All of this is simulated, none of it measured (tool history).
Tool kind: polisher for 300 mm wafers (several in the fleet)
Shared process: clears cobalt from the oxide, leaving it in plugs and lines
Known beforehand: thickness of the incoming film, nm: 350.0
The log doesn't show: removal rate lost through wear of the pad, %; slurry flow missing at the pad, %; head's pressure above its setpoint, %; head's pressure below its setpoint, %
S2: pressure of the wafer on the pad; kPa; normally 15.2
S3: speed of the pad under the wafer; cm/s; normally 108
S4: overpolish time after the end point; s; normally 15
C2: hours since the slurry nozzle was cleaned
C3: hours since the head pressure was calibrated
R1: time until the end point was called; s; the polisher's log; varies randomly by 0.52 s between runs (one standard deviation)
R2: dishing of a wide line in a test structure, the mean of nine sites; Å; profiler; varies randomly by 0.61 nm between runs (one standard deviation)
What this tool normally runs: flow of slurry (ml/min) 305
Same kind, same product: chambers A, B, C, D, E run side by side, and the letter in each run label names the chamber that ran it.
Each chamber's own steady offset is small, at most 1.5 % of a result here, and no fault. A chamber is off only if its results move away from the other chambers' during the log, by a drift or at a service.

Run 1E, hour 2.7: usual settings; wafers polished on this pad 341; C2 447.2; C3 1303.9. Result: R1 60.518 s, R2 418.14 Å.
At hour 3.7: chamber C: worn pad replaced by a new one.
Run 2D, hour 5.6: usual settings; wafers polished on this pad 200; C2 531.8; C3 227.1. Result: R1 60.780 s, R2 426.52 Å.
Run 3A, hour 11.2: usual settings; wafers polished on this pad 161; C2 205.7; C3 218.3. Result: R1 60.283 s, R2 415.10 Å.
Run 4B, hour 16.8: usual settings; wafers polished on this pad 262; C2 490.0; C3 591.9. Result: R1 59.438 s, R2 417.74 Å.
Run 5C, hour 19.7: usual settings; wafers polished on this pad 179; C2 198.7; C3 523.6. Result: R1 60.291 s, R2 429.65 Å.
Run 6E, hour 22.6: usual settings; wafers polished on this pad 563; C2 467.1; C3 1323.8. Result: R1 60.633 s, R2 432.91 Å.
Run 7D, hour 26.4: usual settings; wafers polished on this pad 433; C2 552.6; C3 247.9. Result: R1 60.075 s, R2 429.93 Å.
Run 8C, hour 30.1: usual settings; wafers polished on this pad 295; C2 209.1; C3 534.0. Result: R1 60.734 s, R2 433.88 Å.
Run 9A, hour 35.5: usual settings; wafers polished on this pad 433; C2 230.0; C3 242.6. Result: R1 60.292 s, R2 418.05 Å.
At hour 36.6: chamber A: slurry nozzle cleaned.
At hour 37.0: chamber D: worn pad replaced by a new one.
Run 10B, hour 38.0: usual settings; wafers polished on this pad 500; C2 511.2; C3 613.1. Result: R1 59.747 s, R2 418.16 Å.
Run 11E, hour 42.7: usual settings but S3 90 cm/s, S4 20 s; wafers polished on this pad 788; C2 487.2; C3 1343.9. Result: R1 73.924 s, R2 436.30 Å.
At hour 43.1: chamber E: worn pad replaced by a new one.
At hour 45.1: chamber C: worn pad replaced by a new one.
At hour 46.4: chamber E: slurry nozzle cleaned.
Run 12B, hour 48.3: usual settings but S3 90 cm/s, S4 20 s; wafers polished on this pad 615; C2 521.5; C3 623.4. Result: R1 71.656 s, R2 441.09 Å.
At hour 52.1: chamber D: slurry nozzle cleaned.
Run 13C, hour 53.3: usual settings but S3 90 cm/s, S4 20 s; wafers polished on this pad 92; C2 232.3; C3 557.2. Result: R1 72.655 s, R2 457.44 Å.
Run 14D, hour 56.9: usual settings but S3 90 cm/s, S4 20 s; wafers polished on this pad 222; C2 4.9; C3 278.4. Result: R1 71.673 s, R2 446.49 Å.
Run 15A, hour 59.4: usual settings but S3 90 cm/s, S4 20 s; wafers polished on this pad 700; C2 22.8; C3 266.5. Result: R1 72.328 s, R2 439.07 Å.
Run 16C, hour 62.5: usual settings; wafers polished on this pad 195; C2 241.5; C3 566.4. Result: R1 60.714 s, R2 425.97 Å.
Run 17D, hour 65.2: usual settings; wafers polished on this pad 315; C2 13.2; C3 286.7. Result: R1 58.862 s, R2 427.75 Å.
Run 18E, hour 69.0: usual settings; wafers polished on this pad 290; C2 22.6; C3 1370.2. Result: R1 60.782 s, R2 425.23 Å.
Run 19B, hour 71.8: usual settings but S3 140 cm/s, S4 7 s; wafers polished on this pad 878; C2 545.0; C3 646.9. Result: R1 46.851 s, R2 330.14 Å.
At hour 73.0: chamber C: head pressure recalibrated.
Run 20A, hour 75.3: usual settings but S3 140 cm/s, S4 7 s; wafers polished on this pad 878; C2 38.7; C3 282.4. Result: R1 47.212 s, R2 325.22 Å.
Run 21E, hour 79.4: usual settings but S3 140 cm/s, S4 7 s; wafers polished on this pad 406; C2 33.0; C3 1380.6. Result: R1 45.864 s, R2 332.98 Å.
Run 22B, hour 82.1: usual settings but S3 140 cm/s, S4 7 s; wafers polished on this pad 993; C2 555.3; C3 657.2. Result: R1 46.246 s, R2 323.04 Å.
Run 23A, hour 85.9: usual settings but S3 140 cm/s, S4 7 s; wafers polished on this pad 997; C2 49.3; C3 293.0. Result: R1 46.767 s, R2 327.94 Å.
At hour 86.6: chamber C: worn pad replaced by a new one.
At hour 89.1: chamber D: worn pad replaced by a new one.
Run 24C, hour 89.9: usual settings but flow of slurry (ml/min) 405; wafers polished on this pad 37; C2 268.9; C3 17.0. Result: R1 57.632 s, R2 430.75 Å.
Run 25D, hour 93.0: usual settings but flow of slurry (ml/min) 405; wafers polished on this pad 43; C2 41.0; C3 314.5. Result: R1 58.606 s, R2 427.71 Å.
At hour 94.5: chamber D: head pressure recalibrated.
Run 26B, hour 96.7: usual settings but flow of slurry (ml/min) 405; wafers polished on this pad 1156; C2 569.9; C3 671.8. Result: R1 58.727 s, R2 412.93 Å.
At hour 98.9: chamber E: head pressure recalibrated.
Run 27D, hour 101.4: usual settings but flow of slurry (ml/min) 405; wafers polished on this pad 137; C2 49.4; C3 6.9. Result: R1 57.662 s, R2 438.25 Å.
Run 28C, hour 105.2: usual settings but flow of slurry (ml/min) 405; wafers polished on this pad 208; C2 284.2; C3 32.3. Result: R1 59.024 s, R2 423.35 Å.
Run 29A, hour 110.2: usual settings; wafers polished on this pad 1268; C2 73.6; C3 317.3. Result: R1 60.504 s, R2 420.48 Å.
At hour 112.3: chamber E: worn pad replaced by a new one.
At hour 114.0: chamber A: head pressure recalibrated.
Run 30E, hour 115.1: usual settings; wafers polished on this pad 32; C2 68.7; C3 16.2. Result: R1 65.321 s, R2 409.20 Å.
At hour 119.0: chamber B: worn pad replaced by a new one.
Run 31E, hour 119.5: usual settings; wafers polished on this pad 81; C2 73.1; C3 20.6. Result: R1 65.042 s, R2 412.31 Å.
Run 32B, hour 122.2: usual settings; wafers polished on this pad 36; C2 595.4; C3 697.3. Result: R1 60.431 s, R2 414.66 Å.
Run 33D, hour 126.7: usual settings; wafers polished on this pad 420; C2 74.7; C3 32.2. Result: R1 60.186 s, R2 433.27 Å.
Run 34C, hour 131.1: usual settings but S2 9.7 kPa; wafers polished on this pad 498; C2 310.1; C3 58.2. Result: R1 96.350 s, R2 342.24 Å.
At hour 131.6: chamber A: worn pad replaced by a new one.
At hour 134.7: chamber D: worn pad replaced by a new one.
Run 35A, hour 136.1: usual settings but S2 9.7 kPa; wafers polished on this pad 51; C2 99.5; C3 22.2. Result: R1 94.221 s, R2 342.58 Å.
At hour 138.7: chamber C: worn pad replaced by a new one.
Run 36D, hour 139.5: usual settings but S2 9.7 kPa; wafers polished on this pad 54; C2 87.5; C3 45.0. Result: R1 94.296 s, R2 344.17 Å.
Run 37C, hour 142.1: usual settings but S2 9.7 kPa; wafers polished on this pad 38; C2 321.1; C3 69.2. Result: R1 94.781 s, R2 342.55 Å.
Run 38E, hour 145.8: usual settings but S2 9.7 kPa; wafers polished on this pad 375; C2 99.4; C3 46.9. Result: R1 103.160 s, R2 323.40 Å.
Run 39A, hour 151.2: usual settings but S3 120 cm/s, S4 11 s; wafers polished on this pad 220; C2 114.6; C3 37.3. Result: R1 54.232 s, R2 386.48 Å.
Run 40B, hour 155.7: usual settings but S3 120 cm/s, S4 11 s; wafers polished on this pad 411; C2 628.9; C3 730.8. Result: R1 54.428 s, R2 380.61 Å.
Run 41D, hour 160.4: usual settings but S3 120 cm/s, S4 11 s; wafers polished on this pad 288; C2 108.4; C3 65.9. Result: R1 54.003 s, R2 387.30 Å.
Run 42C, hour 163.0: usual settings but S3 120 cm/s, S4 11 s; wafers polished on this pad 272; C2 342.0; C3 90.1. Result: R1 53.992 s, R2 393.25 Å.
Run 43B, hour 166.8: usual settings but S3 120 cm/s, S4 11 s; wafers polished on this pad 535; C2 640.0; C3 741.9. Result: R1 54.401 s, R2 385.98 Å.

Which is it: a chamber that has drifted or been left off by a service, a gauge drift common to all chambers, or only each chamber's usual small offset? If a chamber is off, name it and its likeliest cause.

After it was serviced, chamber E no longer matches the other chambers.
Likeliest cause: head's pressure below its setpoint, % = 7.97.

Below are 4 candidate recipes for chamber E's next run, each the usual settings with a change, their results shown as question marks. Which of them brings E's results back in line with what the other chambers give on the usual settings?
In line here means within this much of the mean the other chambers give on the usual settings: R1 1.800 s; R2 21.00 Å
Run 44E-1, hour 170.8: usual settings but S2 13.8 kPa, S3 100 cm/s, S4 16 s. Result: R1 ?, R2 ?.
Run 44E-2, hour 170.8: usual settings but S2 16.5 kPa, S3 116 cm/s. Result: R1 ?, R2 ?.
Run 44E-3, hour 170.8: usual settings but S2 15.9 kPa, S3 112 cm/s. Result: R1 ?, R2 ?.
Run 44E-4, hour 170.8: usual settings but S2 14.5 kPa, S3 104 cm/s. Result: R1 ?, R2 ?.

What the other chambers average on the usual settings: R1 60.248 s; R2 423.14 Å
  run      R1      R2
44E-1  77.834  391.54
44E-2  56.020  435.69
44E-3  60.519  423.48
44E-4  71.314  395.43
With 44E-3, the chamber falls back in line with the rest.
